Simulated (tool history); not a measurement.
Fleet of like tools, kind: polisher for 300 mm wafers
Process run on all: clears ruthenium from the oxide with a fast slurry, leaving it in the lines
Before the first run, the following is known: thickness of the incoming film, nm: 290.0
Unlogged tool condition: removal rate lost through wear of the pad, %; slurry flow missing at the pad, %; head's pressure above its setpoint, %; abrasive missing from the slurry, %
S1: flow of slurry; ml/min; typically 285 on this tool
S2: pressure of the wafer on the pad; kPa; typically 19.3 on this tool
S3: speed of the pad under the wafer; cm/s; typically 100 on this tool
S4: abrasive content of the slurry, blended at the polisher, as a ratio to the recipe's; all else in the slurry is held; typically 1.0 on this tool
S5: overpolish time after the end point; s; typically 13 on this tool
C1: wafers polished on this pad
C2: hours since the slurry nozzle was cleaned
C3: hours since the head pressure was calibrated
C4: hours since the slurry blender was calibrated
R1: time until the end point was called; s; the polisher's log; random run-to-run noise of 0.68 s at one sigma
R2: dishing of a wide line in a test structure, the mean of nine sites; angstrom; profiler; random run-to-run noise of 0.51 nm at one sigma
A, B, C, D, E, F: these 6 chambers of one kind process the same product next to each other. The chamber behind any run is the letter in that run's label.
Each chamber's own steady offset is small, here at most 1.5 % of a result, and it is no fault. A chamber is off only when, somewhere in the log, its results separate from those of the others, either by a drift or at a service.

run 1E day=0.412 | S1=285 S2=19.3 S3=100 S4=1.0 S5=13 | C1=202 C2=143.2 C3=133.2 C4=121.0 | R1=75.403 R2=416.12
run 2B day=0.858 | S1=285 S2=19.3 S3=100 S4=1.0 S5=13 | C1=1038 C2=30.0 C3=850.6 C4=32.5 | R1=76.211 R2=402.80
-- day=1.054 chamber A: worn pad replaced by a new one
-- day=1.125 chamber D: head pressure recalibrated
run 3D day=1.329 | S1=285 S2=19.3 S3=100 S4=1.0 S5=13 | C1=516 C2=806.2 C3=4.9 C4=348.4 | R1=75.904 R2=405.74
run 4F day=1.583 | S1=285 S2=19.3 S3=100 S4=1.0 S5=13 | C1=449 C2=597.5 C3=408.1 C4=168.7 | R1=75.583 R2=415.42
-- day=1.938 chamber C: slurry blender recalibrated
run 5A day=2.075 | S1=285 S2=19.3 S3=100 S4=1.0 S5=13 | C1=228 C2=167.4 C3=274.2 C4=82.4 | R1=76.023 R2=396.91
-- day=2.125 chamber D: slurry nozzle cleaned
-- day=2.421 chamber C: worn pad replaced by a new one
-- day=2.479 chamber B: worn pad replaced by a new one
run 6C day=2.517 | S1=285 S2=19.3 S3=100 S4=1.0 S5=13 | C1=21 C2=355.2 C3=172.3 C4=13.9 | R1=75.679 R2=406.31
run 7E day=2.854 | S1=285 S2=19.3 S3=100 S4=1.0 S5=13 | C1=748 C2=201.8 C3=191.8 C4=179.6 | R1=76.158 R2=422.27
-- day=2.900 chamber F: slurry blender recalibrated
-- day=3.121 chamber D: worn pad replaced by a new one
run 8B day=3.125 | S1=285 S2=19.3 S3=100 S4=1.0 S5=13 | C1=145 C2=84.4 C3=905.0 C4=86.9 | R1=76.305 R2=406.55
run 9F day=3.558 | S1=285 S2=19.3 S3=100 S4=1.0 S5=13 | C1=891 C2=644.9 C3=455.5 C4=15.9 | R1=76.156 R2=413.10
run 10D day=3.933 | S1=285 S2=19.3 S3=100 S4=1.2 S5=6 | C1=182 C2=43.5 C3=67.4 C4=410.9 | R1=70.851 R2=219.56
-- day=3.938 chamber E: worn pad replaced by a new one
run 11A day=4.375 | S1=285 S2=19.3 S3=100 S4=1.2 S5=6 | C1=742 C2=222.6 C3=329.4 C4=137.6 | R1=68.831 R2=212.53
run 12C day=4.829 | S1=285 S2=19.3 S3=100 S4=1.2 S5=6 | C1=538 C2=410.7 C3=227.8 C4=69.4 | R1=70.519 R2=212.76
-- day=4.854 chamber F: worn pad replaced by a new one
-- day=4.888 chamber C: worn pad replaced by a new one
run 13D day=5.133 | S1=285 S2=19.3 S3=100 S4=1.2 S5=6 | C1=450 C2=72.3 C3=96.2 C4=439.7 | R1=71.112 R2=212.65
-- day=5.379 chamber E: slurry nozzle cleaned
run 14B day=5.604 | S1=285 S2=19.3 S3=100 S4=1.2 S5=6 | C1=699 C2=143.9 C3=964.5 C4=146.4 | R1=70.328 R2=217.99
-- day=5.808 chamber A: slurry blender recalibrated
-- day=5.862 chamber A: worn pad replaced by a new one
run 15C day=5.925 | S1=285 S2=19.3 S3=100 S4=1.2 S5=6 | C1=232 C2=437.0 C3=254.1 C4=95.7 | R1=70.617 R2=211.75
run 16A day=6.179 | S1=285 S2=19.3 S3=100 S4=1.0 S5=13 | C1=70 C2=265.9 C3=372.7 C4=9.0 | R1=75.154 R2=410.46
run 17E day=6.417 | S1=285 S2=19.3 S3=100 S4=1.0 S5=13 | C1=554 C2=25.0 C3=277.3 C4=265.1 | R1=76.264 R2=414.27
run 18F day=6.671 | S1=285 S2=19.3 S3=100 S4=1.0 S5=13 | C1=406 C2=719.6 C3=530.2 C4=90.6 | R1=76.212 R2=411.75
run 19B day=6.896 | S1=210 S2=19.3 S3=100 S4=1.0 S5=13 | C1=988 C2=174.9 C3=995.5 C4=177.4 | R1=79.609 R2=396.34
run 20A day=7.338 | S1=210 S2=19.3 S3=100 S4=1.0 S5=13 | C1=329 C2=293.7 C3=400.5 C4=36.8 | R1=78.592 R2=400.51
-- day=7.404 chamber D: slurry blender recalibrated
-- day=7.533 chamber C: slurry nozzle cleaned
-- day=7.562 chamber D: worn pad replaced by a new one
run 21F day=7.654 | S1=210 S2=19.3 S3=100 S4=1.0 S5=13 | C1=626 C2=743.2 C3=553.8 C4=114.2 | R1=78.047 R2=392.80
-- day=7.950 chamber C: worn pad replaced by a new one
-- day=8.133 chamber E: slurry blender recalibrated
run 22C day=8.150 | S1=210 S2=19.3 S3=100 S4=1.0 S5=13 | C1=44 C2=14.9 C3=307.5 C4=149.1 | R1=77.488 R2=398.89
-- day=8.346 chamber E: worn pad replaced by a new one
-- day=8.458 chamber B: worn pad replaced by a new one
run 23D day=8.458 | S1=210 S2=19.3 S3=100 S4=1.0 S5=13 | C1=200 C2=152.1 C3=176.0 C4=25.3 | R1=78.044 R2=397.84
run 24E day=8.688 | S1=210 S2=19.3 S3=100 S4=1.0 S5=13 | C1=76 C2=79.5 C3=331.8 C4=13.4 | R1=78.270 R2=405.17
-- day=8.858 chamber F: head pressure recalibrated
run 25B day=8.933 | S1=285 S2=19.3 S3=100 S4=1.0 S5=13 | C1=106 C2=223.8 C3=1044.4 C4=226.3 | R1=76.376 R2=410.12
run 26E day=9.333 | S1=285 S2=19.3 S3=100 S4=1.0 S5=13 | C1=221 C2=95.0 C3=347.3 C4=28.9 | R1=77.314 R2=409.46
-- day=9.400 chamber B: head pressure recalibrated
run 27A day=9.571 | S1=285 S2=19.3 S3=100 S4=1.0 S5=13 | C1=829 C2=347.3 C3=454.1 C4=90.4 | R1=74.912 R2=407.57
run 28F day=9.921 | S1=285 S2=19.3 S3=100 S4=1.0 S5=13 | C1=1133 C2=797.6 C3=25.5 C4=168.6 | R1=76.133 R2=404.36
run 29D day=10.175 | S1=285 S2=19.3 S3=100 S4=1.0 S5=13 | C1=584 C2=193.3 C3=217.2 C4=66.5 | R1=74.949 R2=419.11
run 30C day=10.412 | S1=285 S2=19.3 S3=100 S4=1.0 S5=13 | C1=550 C2=69.2 C3=361.8 C4=203.4 | R1=76.522 R2=402.95
run 31C day=10.671 | S1=285 S2=19.3 S3=100 S4=1.0 S5=13 | C1=608 C2=75.4 C3=368.0 C4=209.6 | R1=76.000 R2=411.30
-- day=10.762 chamber F: slurry blender recalibrated
-- day=10.900 chamber A: worn pad replaced by a new one
run 32E day=10.900 | S1=285 S2=19.3 S3=100 S4=1.0 S5=13 | C1=571 C2=132.6 C3=384.9 C4=66.5 | R1=76.188 R2=410.88
-- day=11.129 chamber F: worn pad replaced by a new one
run 33A day=11.350 | S1=285 S2=19.3 S3=88 S4=1.0 S5=13 | C1=100 C2=390.0 C3=496.8 C4=133.1 | R1=86.033 R2=361.57
-- day=11.683 chamber D: worn pad replaced by a new one
run 34D day=11.767 | S1=285 S2=19.3 S3=88 S4=1.0 S5=13 | C1=18 C2=231.5 C3=255.4 C4=104.7 | R1=87.249 R2=369.79
run 35B day=12.100 | S1=285 S2=19.3 S3=88 S4=1.0 S5=13 | C1=814 C2=299.8 C3=64.8 C4=302.3 | R1=87.687 R2=357.87
-- day=12.288 chamber F: slurry nozzle cleaned
run 36F day=12.517 | S1=285 S2=19.3 S3=88 S4=1.0 S5=13 | C1=310 C2=5.6 C3=87.8 C4=42.2 | R1=85.296 R2=365.05
run 37F day=12.929 | S1=285 S2=19.3 S3=88 S4=1.0 S5=13 | C1=403 C2=15.5 C3=97.7 C4=52.1 | R1=87.268 R2=361.96
run 38B day=13.183 | S1=285 S2=19.3 S3=88 S4=1.0 S5=13 | C1=1056 C2=325.8 C3=90.8 C4=328.3 | R1=85.913 R2=359.83

Which is it: a chamber that has drifted or been left off by a service, a gauge drift common to all chambers, or only each chamber's usual small offset? If a chamber is off, name it and its likeliest cause.

Neither any chamber nor the gauge drifts; the chambers differ only by their own small, steady offsets.
